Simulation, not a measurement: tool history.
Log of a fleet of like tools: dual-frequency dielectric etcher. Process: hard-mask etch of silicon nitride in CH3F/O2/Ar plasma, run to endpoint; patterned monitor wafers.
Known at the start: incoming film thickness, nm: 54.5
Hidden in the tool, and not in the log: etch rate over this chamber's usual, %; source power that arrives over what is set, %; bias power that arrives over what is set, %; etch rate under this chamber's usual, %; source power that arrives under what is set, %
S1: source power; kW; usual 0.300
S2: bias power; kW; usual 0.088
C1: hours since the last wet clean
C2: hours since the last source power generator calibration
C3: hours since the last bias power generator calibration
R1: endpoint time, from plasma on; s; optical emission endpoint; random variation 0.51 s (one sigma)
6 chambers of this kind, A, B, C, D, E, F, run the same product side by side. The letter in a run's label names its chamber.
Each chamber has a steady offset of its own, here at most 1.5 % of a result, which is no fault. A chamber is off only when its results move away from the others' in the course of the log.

run,hour,S1,S2,C1,C2,C3,R1
1E,6.8,0.300,0.088,337.5,271.7,1792.4,81.804
2D,13.3,0.300,0.088,216.8,1468.4,584.8,80.663
3C,18.4,0.300,0.088,203.3,2211.8,675.0,82.991
4F,24.7,0.300,0.088,390.9,2717.6,942.2,80.775
5A,28.4,0.300,0.088,422.6,264.9,955.0,82.749
6B,32.6,0.300,0.088,256.2,376.3,577.0,81.539
7D,36.8,0.300,0.088,240.3,1491.9,608.3,81.050
# hour 41.1: chamber F: source power generator calibrated
8C,43.3,0.300,0.088,228.2,2236.7,699.9,82.405
9F,48.7,0.240,0.088,414.9,7.6,966.2,89.192
10B,56.0,0.240,0.088,279.6,399.7,600.4,87.950
11E,62.0,0.240,0.088,392.7,326.9,1847.6,89.058
# hour 68.0: chamber F: wet clean of the chamber
12A,68.1,0.240,0.088,462.3,304.6,994.7,89.425
13B,74.3,0.240,0.088,297.9,418.0,618.7,90.532
14C,79.0,0.240,0.088,263.9,2272.4,735.6,88.985
15D,84.5,0.260,0.068,288.0,1539.6,656.0,94.278
16A,89.9,0.260,0.068,484.1,326.4,1016.5,94.160
17E,96.8,0.260,0.068,427.5,361.7,1882.4,94.830
18F,102.9,0.260,0.068,35.0,61.8,1020.4,94.821
19A,108.3,0.260,0.068,502.5,344.8,1034.9,94.430
20D,114.7,0.260,0.068,318.2,1569.8,686.2,94.012
21F,119.5,0.300,0.088,51.6,78.4,1037.0,81.422
22B,125.8,0.300,0.088,349.4,469.5,670.2,83.047
# hour 126.2: chamber A: wet clean of the chamber
23E,129.8,0.300,0.088,460.5,394.7,1915.4,81.743
24C,133.4,0.300,0.088,318.3,2326.8,790.0,81.705
25F,138.7,0.300,0.088,70.8,97.6,1056.2,81.824
26D,142.2,0.300,0.088,345.7,1597.3,713.7,81.301
27C,147.7,0.300,0.088,332.6,2341.1,804.3,81.903
28E,154.3,0.300,0.088,485.0,419.2,1939.9,80.960
29A,160.1,0.300,0.088,34.0,396.6,1086.7,82.193
30B,164.4,0.300,0.088,388.0,508.1,708.8,84.036
31D,167.9,0.300,0.088,371.4,1623.0,739.4,80.044
32C,173.3,0.300,0.088,358.2,2366.7,829.9,83.084
33B,179.1,0.300,0.088,402.7,522.8,723.5,84.611
34F,185.5,0.300,0.088,117.6,144.4,1103.0,81.344
35A,189.2,0.380,0.069,63.1,425.7,1115.8,82.397
36E,192.7,0.380,0.069,523.4,457.6,1978.3,81.925
37E,198.2,0.380,0.069,528.9,463.1,1983.8,81.619
38F,203.4,0.380,0.069,135.5,162.3,1120.9,82.108
39D,207.2,0.380,0.069,410.7,1662.3,778.7,80.284
40B,212.5,0.380,0.069,436.1,556.2,756.9,85.678
41C,220.0,0.240,0.069,404.9,2413.4,876.6,97.813
42A,225.6,0.240,0.069,99.5,462.1,1152.2,96.226

Next, every chamber runs the same settings. What will each give?
43A,230.9,0.340,0.088,,,,?
43B,230.9,0.340,0.088,,,,?
43C,230.9,0.340,0.088,,,,?
43D,230.9,0.340,0.088,,,,?
43E,230.9,0.340,0.088,,,,?
43F,230.9,0.340,0.088,,,,?

run,R1
43A,78.499
43B,82.636
43C,77.818
43D,76.993
43E,77.973
43F,78.326
